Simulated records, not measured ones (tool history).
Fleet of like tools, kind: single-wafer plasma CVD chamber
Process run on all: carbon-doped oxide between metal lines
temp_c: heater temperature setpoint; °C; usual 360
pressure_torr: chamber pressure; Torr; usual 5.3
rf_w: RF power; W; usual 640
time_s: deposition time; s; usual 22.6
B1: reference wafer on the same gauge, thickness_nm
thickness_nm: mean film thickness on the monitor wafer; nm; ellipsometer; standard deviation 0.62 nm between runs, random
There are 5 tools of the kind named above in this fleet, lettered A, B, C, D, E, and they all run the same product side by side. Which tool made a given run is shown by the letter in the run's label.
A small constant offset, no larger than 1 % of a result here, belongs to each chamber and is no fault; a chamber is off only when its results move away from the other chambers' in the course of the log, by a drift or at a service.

Run 1B, hour 10.1: usual settings; B1 113.14. Result: thickness_nm 131.11 nm.
Run 2E, hour 18.2: usual settings; B1 112.91. Result: thickness_nm 133.02 nm.
At hour 22.8: chamber A: capacitance manometer re-zeroed and calibrated.
Run 3D, hour 23.9: usual settings; B1 113.03. Result: thickness_nm 131.21 nm.
Run 4C, hour 30.1: usual settings; B1 113. Result: thickness_nm 130.88 nm.
Run 5A, hour 37: usual settings; B1 113.03. Result: thickness_nm 133.35 nm.
Run 6D, hour 44.8: usual settings; B1 113.07. Result: thickness_nm 131.03 nm.
Run 7C, hour 51.7: usual settings; B1 113.03. Result: thickness_nm 132.79 nm.
Run 8B, hour 59.4: usual settings; B1 112.87. Result: thickness_nm 132.54 nm.
Run 9E, hour 66.3: usual settings; B1 112.96. Result: thickness_nm 131.71 nm.
Run 10A, hour 71.5: usual settings but temp_c 355 °C, time_s 20.6 s; B1 112.94. Result: thickness_nm 123.34 nm.
Run 11E, hour 81.2: usual settings but temp_c 355 °C, time_s 20.6 s; B1 113. Result: thickness_nm 121.71 nm.
Run 12D, hour 87.4: usual settings but temp_c 355 °C, time_s 20.6 s; B1 112.93. Result: thickness_nm 121.63 nm.
Run 13C, hour 99.2: usual settings but temp_c 355 °C, time_s 20.6 s; B1 112.99. Result: thickness_nm 122.95 nm.
At hour 104: chamber A: thermocouple changed; heater temperature recalibrated.
Run 14B, hour 107.7: usual settings but temp_c 355 °C, time_s 20.6 s; B1 112.96. Result: thickness_nm 122.17 nm.
Run 15A, hour 113.2: usual settings but temp_c 372 °C; B1 113. Result: thickness_nm 129.19 nm.
Run 16A, hour 120.8: usual settings but temp_c 372 °C; B1 113.03. Result: thickness_nm 130.09 nm.
Run 17E, hour 129.2: usual settings but temp_c 372 °C; B1 112.99. Result: thickness_nm 129.64 nm.
Run 18C, hour 136.9: usual settings but temp_c 372 °C; B1 113.08. Result: thickness_nm 128.59 nm.
Run 19B, hour 143.8: usual settings but temp_c 372 °C; B1 112.89. Result: thickness_nm 128.45 nm.
At hour 153: chamber D: capacitance manometer re-zeroed and calibrated.
Run 20D, hour 155.2: usual settings; B1 113.03. Result: thickness_nm 131.14 nm.
Run 21C, hour 162.1: usual settings; B1 112.97. Result: thickness_nm 132.45 nm.
At hour 163.1: chamber D: RF generator calibrated.
Run 22E, hour 172.4: usual settings; B1 112.89. Result: thickness_nm 133.62 nm.
Run 23B, hour 183.7: usual settings; B1 113. Result: thickness_nm 130.48 nm.
Run 24D, hour 191.9: usual settings; B1 113. Result: thickness_nm 131.42 nm.
Run 25A, hour 203.8: usual settings; B1 112.9. Result: thickness_nm 132.49 nm.
Run 26B, hour 209.9: usual settings; B1 113.03. Result: thickness_nm 130.55 nm.
Run 27C, hour 218: usual settings; B1 112.89. Result: thickness_nm 131.91 nm.
At hour 218.5: chamber C: capacitance manometer re-zeroed and calibrated.
Run 28E, hour 226.1: usual settings; B1 113.07. Result: thickness_nm 131.57 nm.
Run 29A, hour 234.3: usual settings; B1 112.99. Result: thickness_nm 132.38 nm.
Run 30D, hour 239.8: usual settings; B1 113.12. Result: thickness_nm 130.95 nm.
Run 31D, hour 245.3: usual settings; B1 113.03. Result: thickness_nm 130.79 nm.
Run 32B, hour 255.3: usual settings; B1 112.92. Result: thickness_nm 132.44 nm.
Run 33C, hour 265: usual settings; B1 112.93. Result: thickness_nm 132.07 nm.
Run 34A, hour 273.9: usual settings; B1 113.12. Result: thickness_nm 133.15 nm.
Run 35E, hour 285.2: usual settings; B1 113.01. Result: thickness_nm 133.67 nm.
Run 36E, hour 293.6: usual settings; B1 113.04. Result: thickness_nm 132.88 nm.
Run 37B, hour 299.9: usual settings; B1 112.98. Result: thickness_nm 131.66 nm.
Run 38C, hour 305.2: usual settings; B1 113.11. Result: thickness_nm 133.08 nm.
Run 39D, hour 317.1: usual settings; B1 112.82. Result: thickness_nm 131.1 nm.
Run 40A, hour 327.3: usual settings but temp_c 348 °C; B1 112.99. Result: thickness_nm 138.49 nm.

All 5 chambers run these settings next. Forecast each chamber's results:
Run 41A, hour 335.9: usual settings. Result: thickness_nm ?.
Run 41B, hour 335.9: usual settings. Result: thickness_nm ?.
Run 41C, hour 335.9: usual settings. Result: thickness_nm ?.
Run 41D, hour 335.9: usual settings. Result: thickness_nm ?.
Run 41E, hour 335.9: usual settings. Result: thickness_nm ?.

run  thickness_nm
41A        133.14
41B         132.1
41C        131.57
41D        131.06
41E        133.56
